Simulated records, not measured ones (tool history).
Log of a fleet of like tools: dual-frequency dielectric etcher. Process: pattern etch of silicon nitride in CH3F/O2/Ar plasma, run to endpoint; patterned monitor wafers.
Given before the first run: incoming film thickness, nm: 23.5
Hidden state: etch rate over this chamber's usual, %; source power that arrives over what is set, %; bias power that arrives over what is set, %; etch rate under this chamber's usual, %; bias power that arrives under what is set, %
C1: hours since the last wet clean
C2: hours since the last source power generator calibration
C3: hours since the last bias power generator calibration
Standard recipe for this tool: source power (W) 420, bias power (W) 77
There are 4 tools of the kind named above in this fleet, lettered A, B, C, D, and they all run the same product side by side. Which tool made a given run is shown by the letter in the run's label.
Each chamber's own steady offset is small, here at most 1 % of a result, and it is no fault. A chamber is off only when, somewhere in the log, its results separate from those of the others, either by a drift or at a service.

{"run": "1B", "day": 0.379, "source power (W)": 420, "bias power (W)": 77, "C1": 308.0, "C2": 4424.0, "C3": 1838.6, "endpoint time (s)": 32.959}
{"run": "2D", "day": 0.762, "source power (W)": 420, "bias power (W)": 77, "C1": 392.4, "C2": 1495.0, "C3": 1301.4, "endpoint time (s)": 32.746}
{"run": "3A", "day": 1.104, "source power (W)": 420, "bias power (W)": 77, "C1": 330.4, "C2": 3897.0, "C3": 2653.6, "endpoint time (s)": 32.422}
{"day": 1.408, "done": "chamber B: source power generator calibrated"}
{"run": "4C", "day": 1.504, "source power (W)": 420, "bias power (W)": 77, "C1": 311.6, "C2": 1591.0, "C3": 1326.8, "endpoint time (s)": 32.702}
{"run": "5D", "day": 1.862, "source power (W)": 420, "bias power (W)": 77, "C1": 418.8, "C2": 1521.4, "C3": 1327.8, "endpoint time (s)": 32.356}
{"run": "6B", "day": 2.179, "source power (W)": 420, "bias power (W)": 90, "C1": 351.2, "C2": 18.5, "C3": 1881.8, "endpoint time (s)": 31.115}
{"run": "7C", "day": 2.508, "source power (W)": 420, "bias power (W)": 90, "C1": 335.7, "C2": 1615.1, "C3": 1350.9, "endpoint time (s)": 30.814}
{"run": "8A", "day": 2.883, "source power (W)": 420, "bias power (W)": 90, "C1": 373.1, "C2": 3939.7, "C3": 2696.3, "endpoint time (s)": 30.884}
{"day": 2.925, "done": "chamber A: wet clean of the chamber"}
{"run": "9B", "day": 3.079, "source power (W)": 420, "bias power (W)": 90, "C1": 372.8, "C2": 40.1, "C3": 1903.4, "endpoint time (s)": 30.846}
{"run": "10A", "day": 3.421, "source power (W)": 420, "bias power (W)": 77, "C1": 11.9, "C2": 3952.6, "C3": 2709.2, "endpoint time (s)": 32.578}
{"run": "11C", "day": 3.617, "source power (W)": 420, "bias power (W)": 77, "C1": 362.3, "C2": 1641.7, "C3": 1377.5, "endpoint time (s)": 32.842}
{"run": "12D", "day": 3.933, "source power (W)": 420, "bias power (W)": 77, "C1": 468.5, "C2": 1571.1, "C3": 1377.5, "endpoint time (s)": 32.665}
{"run": "13D", "day": 4.158, "source power (W)": 420, "bias power (W)": 77, "C1": 473.9, "C2": 1576.5, "C3": 1382.9, "endpoint time (s)": 32.577}
{"day": 4.225, "done": "chamber B: wet clean of the chamber"}
{"run": "14A", "day": 4.429, "source power (W)": 420, "bias power (W)": 77, "C1": 36.1, "C2": 3976.8, "C3": 2733.4, "endpoint time (s)": 32.287}
{"run": "15C", "day": 4.821, "source power (W)": 370, "bias power (W)": 71, "C1": 391.2, "C2": 1670.6, "C3": 1406.4, "endpoint time (s)": 35.341}
{"run": "16B", "day": 5.108, "source power (W)": 370, "bias power (W)": 71, "C1": 21.2, "C2": 88.8, "C3": 1952.1, "endpoint time (s)": 35.293}
{"run": "17A", "day": 5.308, "source power (W)": 370, "bias power (W)": 71, "C1": 57.2, "C2": 3997.9, "C3": 2754.5, "endpoint time (s)": 35.602}
{"run": "18D", "day": 5.65, "source power (W)": 370, "bias power (W)": 71, "C1": 509.7, "C2": 1612.3, "C3": 1418.7, "endpoint time (s)": 34.643}
{"run": "19B", "day": 6.033, "source power (W)": 420, "bias power (W)": 77, "C1": 43.4, "C2": 111.0, "C3": 1974.3, "endpoint time (s)": 32.782}
{"run": "20C", "day": 6.408, "source power (W)": 380, "bias power (W)": 86, "C1": 429.3, "C2": 1708.7, "C3": 1444.5, "endpoint time (s)": 32.827}
{"run": "21D", "day": 6.754, "source power (W)": 380, "bias power (W)": 86, "C1": 536.2, "C2": 1638.8, "C3": 1445.2, "endpoint time (s)": 32.491}
{"run": "22C", "day": 7.175, "source power (W)": 380, "bias power (W)": 86, "C1": 447.7, "C2": 1727.1, "C3": 1462.9, "endpoint time (s)": 33.136}
{"run": "23A", "day": 7.383, "source power (W)": 380, "bias power (W)": 86, "C1": 107.0, "C2": 4047.7, "C3": 2804.3, "endpoint time (s)": 32.292}
{"run": "24B", "day": 7.808, "source power (W)": 420, "bias power (W)": 77, "C1": 86.0, "C2": 153.6, "C3": 2016.9, "endpoint time (s)": 32.529}
{"run": "25C", "day": 8.0, "source power (W)": 420, "bias power (W)": 77, "C1": 467.5, "C2": 1746.9, "C3": 1482.7, "endpoint time (s)": 33.514}
{"run": "26B", "day": 8.275, "source power (W)": 420, "bias power (W)": 77, "C1": 97.2, "C2": 164.8, "C3": 2028.1, "endpoint time (s)": 32.638}
{"run": "27D", "day": 8.592, "source power (W)": 420, "bias power (W)": 77, "C1": 580.3, "C2": 1682.9, "C3": 1489.3, "endpoint time (s)": 32.476}
{"run": "28A", "day": 8.846, "source power (W)": 420, "bias power (W)": 77, "C1": 142.1, "C2": 4082.8, "C3": 2839.4, "endpoint time (s)": 32.462}

For the next run the whole fleet of 4 chambers uses the same settings. Give each chamber's results:
{"run": "29A", "day": 9.158, "source power (W)": 320, "bias power (W)": 77, "endpoint time (s)": "?"}
{"run": "29B", "day": 9.158, "source power (W)": 320, "bias power (W)": 77, "endpoint time (s)": "?"}
{"run": "29C", "day": 9.158, "source power (W)": 320, "bias power (W)": 77, "endpoint time (s)": "?"}
{"run": "29D", "day": 9.158, "source power (W)": 320, "bias power (W)": 77, "endpoint time (s)": "?"}

run=29A endpoint_time_(s)=35.888
run=29B endpoint_time_(s)=36.003
run=29C endpoint_time_(s)=37.549
run=29D endpoint_time_(s)=35.857
